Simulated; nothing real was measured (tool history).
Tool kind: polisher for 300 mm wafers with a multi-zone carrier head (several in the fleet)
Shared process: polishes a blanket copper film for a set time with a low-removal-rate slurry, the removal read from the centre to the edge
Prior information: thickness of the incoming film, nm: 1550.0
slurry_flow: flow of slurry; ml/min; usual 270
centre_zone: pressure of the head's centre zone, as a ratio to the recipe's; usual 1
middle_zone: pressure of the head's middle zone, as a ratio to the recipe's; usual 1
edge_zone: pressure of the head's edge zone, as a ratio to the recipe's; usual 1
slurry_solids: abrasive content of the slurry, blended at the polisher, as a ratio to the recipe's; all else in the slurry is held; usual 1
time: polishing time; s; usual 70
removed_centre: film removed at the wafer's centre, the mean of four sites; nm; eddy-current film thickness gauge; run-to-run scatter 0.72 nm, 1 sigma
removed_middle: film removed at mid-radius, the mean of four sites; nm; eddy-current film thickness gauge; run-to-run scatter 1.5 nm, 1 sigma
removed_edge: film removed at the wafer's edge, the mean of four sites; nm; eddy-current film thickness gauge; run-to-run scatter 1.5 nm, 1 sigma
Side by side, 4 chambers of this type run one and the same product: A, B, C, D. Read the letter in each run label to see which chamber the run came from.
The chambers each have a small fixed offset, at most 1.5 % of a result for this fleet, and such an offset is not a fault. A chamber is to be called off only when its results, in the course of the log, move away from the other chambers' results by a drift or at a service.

run	hour	slurry_flow	centre_zone	middle_zone	edge_zone	slurry_solids	time	removed_centre	removed_middle	removed_edge
# hour 0.7: chamber A: worn pad replaced by a new one
1D	8.8	270	1	1	1	1	70	108.73	107.47	107.76
# hour 17.9: chamber B: worn pad replaced by a new one
2B	18.3	270	1	1	1	1	70	109.88	109.8	111.45
3C	30	270	1	1	1	1	70	110.14	111	105.45
# hour 39.9: chamber C: worn pad replaced by a new one
4A	41.1	270	1	1	1	1	70	108.64	111.73	108.83
# hour 48.2: chamber D: worn pad replaced by a new one
5A	52.5	270	1	1	1	1	70	109.4	107.69	107.33
# hour 59.6: chamber A: worn pad replaced by a new one
# hour 60.4: chamber C: slurry nozzle cleaned
6C	63.9	270	1	1	1	1	70	110.28	107.51	109.16
7B	74.1	270	1	1	1	1	70	107.27	107.39	108.69
8D	84.8	270	1	1	1	1	70	110.76	108.11	109.86
# hour 91.6: chamber B: worn pad replaced by a new one
9C	93.3	270	1	1	1	1	70	109.61	107.79	108.42
# hour 101: chamber B: slurry nozzle cleaned
10A	104.4	270	1	1	1	1	70	109.61	110.73	109.33
# hour 107.9: chamber C: centre zone pressure recalibrated
11B	114.9	270	1	1	1	1	70	108.01	110.52	108.7
12D	124.7	270	1	1	1	1	70	111.38	108.17	110.91
# hour 130.2: chamber A: worn pad replaced by a new one
13C	130.5	270	1	1	1	1	70	109.37	107.73	108.44
14D	139.5	270	1	1	1	1	70	109.71	108.82	107.33
15B	148.9	270	1.09	1	1	1	70	120.91	104.57	109.62
# hour 151.8: chamber C: worn pad replaced by a new one
16A	155.8	270	1.09	1	1	1	70	120.89	110.43	106.54
# hour 157.2: chamber B: worn pad replaced by a new one
17A	167.1	270	1.09	1	1	1	70	121.39	108.57	107.6
18B	174.6	270	1.09	1	1	1	70	122.37	107.87	108.07
# hour 178.1: chamber D: worn pad replaced by a new one
19D	180.1	270	1	1	1	1	70	110.17	106.07	109.08
20C	189.5	270	1	1	1	1	70	109.82	108.45	110.47
# hour 200.3: chamber A: worn pad replaced by a new one
21A	200.7	270	1	1	1	1	70	109.34	106.75	107.3
22D	208.1	270	1	1	1	1	70	111.36	105.15	108.4
23B	214.4	270	1	1	1	1	70	114.09	109.95	110.22
# hour 216: chamber B: worn pad replaced by a new one
24C	221.4	270	1	1	1	1	70	109.57	107.48	108.52
25C	228.7	270	1	1	1	1.15	80	128.96	127.69	127.59
26A	239.2	270	1	1	1	1.15	80	130.97	130.23	123.54
# hour 248.4: chamber C: worn pad replaced by a new one
27B	248.5	270	1	1	1	1.15	80	134.72	128.82	128.24
# hour 256.1: chamber A: worn pad replaced by a new one
28D	259.6	270	1	1	1	1.15	80	129.71	124.67	127.19
29D	266.6	270	1	1	1	0.7	70	103.38	101.55	99.914
30C	275.5	270	1	1	1	0.7	70	102.62	102.1	103.44
# hour 280.9: chamber D: slurry nozzle cleaned
31B	286.1	270	1	1	1	0.7	70	109.67	102.15	102.42
# hour 289.4: chamber D: worn pad replaced by a new one
# hour 290.3: chamber B: worn pad replaced by a new one
32A	296.4	270	1	1	1	0.7	70	101.68	103.02	100.43
33D	307.5	270	1	1	1	1	70	108.77	109.94	106.02
34C	318.3	270	1	1	1	1	70	109.26	108.06	110.28
35B	326.5	190	1.06	1	1	1	70	120.17	105.31	105.1

For the next run the whole fleet of 4 chambers uses the same settings. Give each chamber's results:
36A	335.2	270	1	1	1	1	70	?	?	?
36B	335.2	270	1	1	1	1	70	?	?	?
36C	335.2	270	1	1	1	1	70	?	?	?
36D	335.2	270	1	1	1	1	70	?	?	?

run	removed_centre	removed_middle	removed_edge
36A	109.06	107.64	109.17
36B	118.74	108.15	110.47
36C	110.04	106.21	108.16
36D	109.13	111.28	110.72
